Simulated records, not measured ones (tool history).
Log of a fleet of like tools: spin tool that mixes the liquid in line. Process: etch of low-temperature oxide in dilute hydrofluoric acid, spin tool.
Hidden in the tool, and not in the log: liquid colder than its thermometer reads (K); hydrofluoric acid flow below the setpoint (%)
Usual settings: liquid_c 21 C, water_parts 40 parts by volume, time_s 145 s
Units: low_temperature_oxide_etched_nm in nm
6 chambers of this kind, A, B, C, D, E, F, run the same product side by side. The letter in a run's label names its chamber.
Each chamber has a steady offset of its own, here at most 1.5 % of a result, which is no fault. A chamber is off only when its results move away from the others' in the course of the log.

| run | hour | liquid_c | water_parts | time_s | hours since the thermometer was replaced | hours since the hydrofluoric acid flow meter was replaced | read-back film thickness of the low-temperature oxide reference wafer, read on the same gauge (nm) | low_temperature_oxide_etched_nm |
|---|---|---|---|---|---|---|---|---|
| 1C | 5.7 | 21 | 40 | 145 | 1015.4 | 804.9 | 39.990 | 50.249 |
| 2D | 10.0 | 21 | 40 | 145 | 699.5 | 371.6 | 39.946 | 50.063 |
| 3B | 16.3 | 21 | 40 | 145 | 74.3 | 422.4 | 40.014 | 49.207 |
| 4F | 20.1 | 21 | 40 | 145 | 326.7 | 791.1 | 40.005 | 49.445 |
| 5A | 24.9 | 21 | 40 | 145 | 2706.8 | 614.3 | 40.045 | 49.041 |
| 6E | 29.0 | 21 | 40 | 145 | 847.3 | 942.3 | 39.984 | 48.873 |
| 7C | 32.8 | 21 | 40 | 145 | 1042.5 | 832.0 | 40.003 | 50.101 |
| 8A | 37.1 | 21 | 40 | 145 | 2719.0 | 626.5 | 39.937 | 49.908 |
| 9D | 43.3 | 21 | 40 | 145 | 732.8 | 404.9 | 39.966 | 49.709 |
| 10B | 48.4 | 21 | 40 | 145 | 106.4 | 454.5 | 40.027 | 50.342 |
| 11F | 53.0 | 21 | 55 | 145 | 359.6 | 824.0 | 40.001 | 35.107 |
| 12E | 57.0 | 21 | 55 | 145 | 875.3 | 970.3 | 40.058 | 35.225 |
| 13F | 60.8 | 21 | 55 | 145 | 367.4 | 831.8 | 40.015 | 34.860 |
| 14A | 64.0 | 21 | 55 | 145 | 2745.9 | 653.4 | 40.004 | 34.833 |
| 15D | 70.0 | 21 | 55 | 145 | 759.5 | 431.6 | 40.007 | 35.238 |
| 16E | 75.5 | 21 | 55 | 145 | 893.8 | 988.8 | 40.062 | 34.816 |
| 17B | 79.2 | 21 | 40 | 145 | 137.2 | 485.3 | 39.981 | 48.867 |
| 18C | 83.5 | 21 | 40 | 145 | 1093.2 | 882.7 | 40.008 | 51.611 |
| 19D | 87.6 | 21 | 40 | 145 | 777.1 | 449.2 | 40.008 | 50.435 |
| 20A | 91.1 | 24 | 60 | 145 | 2773.0 | 680.5 | 39.921 | 36.887 |
| 21B | 97.8 | 24 | 60 | 145 | 155.8 | 503.9 | 39.991 | 36.383 |
| 22F | 104.0 | 24 | 60 | 145 | 410.6 | 875.0 | 40.017 | 36.350 |
| 23C | 110.6 | 24 | 60 | 145 | 1120.3 | 909.8 | 39.994 | 36.878 |
| 24E | 114.9 | 24 | 60 | 145 | 933.2 | 1028.2 | 39.965 | 34.977 |
|  | 118.6 | chamber A: thermometer replaced |
| 25B | 120.4 | 24 | 60 | 145 | 178.4 | 526.5 | 39.967 | 35.607 |
| 26F | 125.0 | 21 | 40 | 145 | 431.6 | 896.0 | 39.939 | 49.135 |
| 27E | 131.1 | 21 | 40 | 145 | 949.4 | 1044.4 | 40.003 | 47.515 |
| 28A | 135.7 | 21 | 40 | 145 | 17.1 | 725.1 | 39.956 | 50.754 |
| 29C | 140.2 | 21 | 25 | 75 | 1149.9 | 939.4 | 39.997 | 42.871 |
| 30D | 143.8 | 21 | 25 | 75 | 833.3 | 505.4 | 39.970 | 42.039 |
| 31B | 148.0 | 21 | 25 | 75 | 206.0 | 554.1 | 39.987 | 41.991 |
| 32A | 151.3 | 21 | 25 | 75 | 32.7 | 740.7 | 40.044 | 42.476 |
| 33E | 155.9 | 21 | 25 | 75 | 974.2 | 1069.2 | 40.035 | 39.391 |
| 34C | 162.0 | 21 | 25 | 75 | 1171.7 | 961.2 | 39.974 | 43.033 |
| 35D | 165.2 | 21 | 40 | 145 | 854.7 | 526.8 | 39.983 | 50.244 |
| 36F | 168.4 | 21 | 40 | 145 | 475.0 | 939.4 | 39.977 | 48.587 |
| 37C | 174.0 | 21 | 40 | 145 | 1183.7 | 973.2 | 40.004 | 50.530 |
| 38A | 177.7 | 21 | 40 | 145 | 59.1 | 767.1 | 39.946 | 50.641 |
| 39E | 184.4 | 21 | 40 | 145 | 1002.7 | 1097.7 | 39.981 | 45.863 |
| 40D | 188.9 | 21 | 40 | 145 | 878.4 | 550.5 | 39.983 | 50.042 |

Is one chamber off against the others, does the gauge drift, or is nothing wrong? If a chamber is off, say which, and what the likeliest cause is.

Chamber E drifts away from the others.
Cause: liquid colder than its thermometer reads (K) = 1.91.
The log may not tell that from: hydrofluoric acid flow below the setpoint (%).

Here are 4 candidates for chamber E's next run, each the usual settings with a change, their results left as question marks. Which one brings its results back in line with what the others give on the usual settings?
In line means no further than this from the other chambers' mean on the usual settings: low_temperature_oxide_etched_nm 1.700 nm
| 41E-1 | 193.7 | 20.5 | 40 | 145 |  |  |  | ? |
| 41E-2 | 193.7 | 21.0 | 40 | 135 |  |  |  | ? |
| 41E-3 | 193.7 | 21.5 | 40 | 155 |  |  |  | ? |
| 41E-4 | 193.7 | 21.5 | 40 | 145 |  |  |  | ? |

The other chambers' mean on the usual settings: low_temperature_oxide_etched_nm 49.758 nm
| run | low_temperature_oxide_etched_nm |
|---|---|
| 41E-1 | 44.949 |
| 41E-2 | 42.762 |
| 41E-3 | 50.163 |
| 41E-4 | 46.927 |
41E-3 brings the chamber back in line.

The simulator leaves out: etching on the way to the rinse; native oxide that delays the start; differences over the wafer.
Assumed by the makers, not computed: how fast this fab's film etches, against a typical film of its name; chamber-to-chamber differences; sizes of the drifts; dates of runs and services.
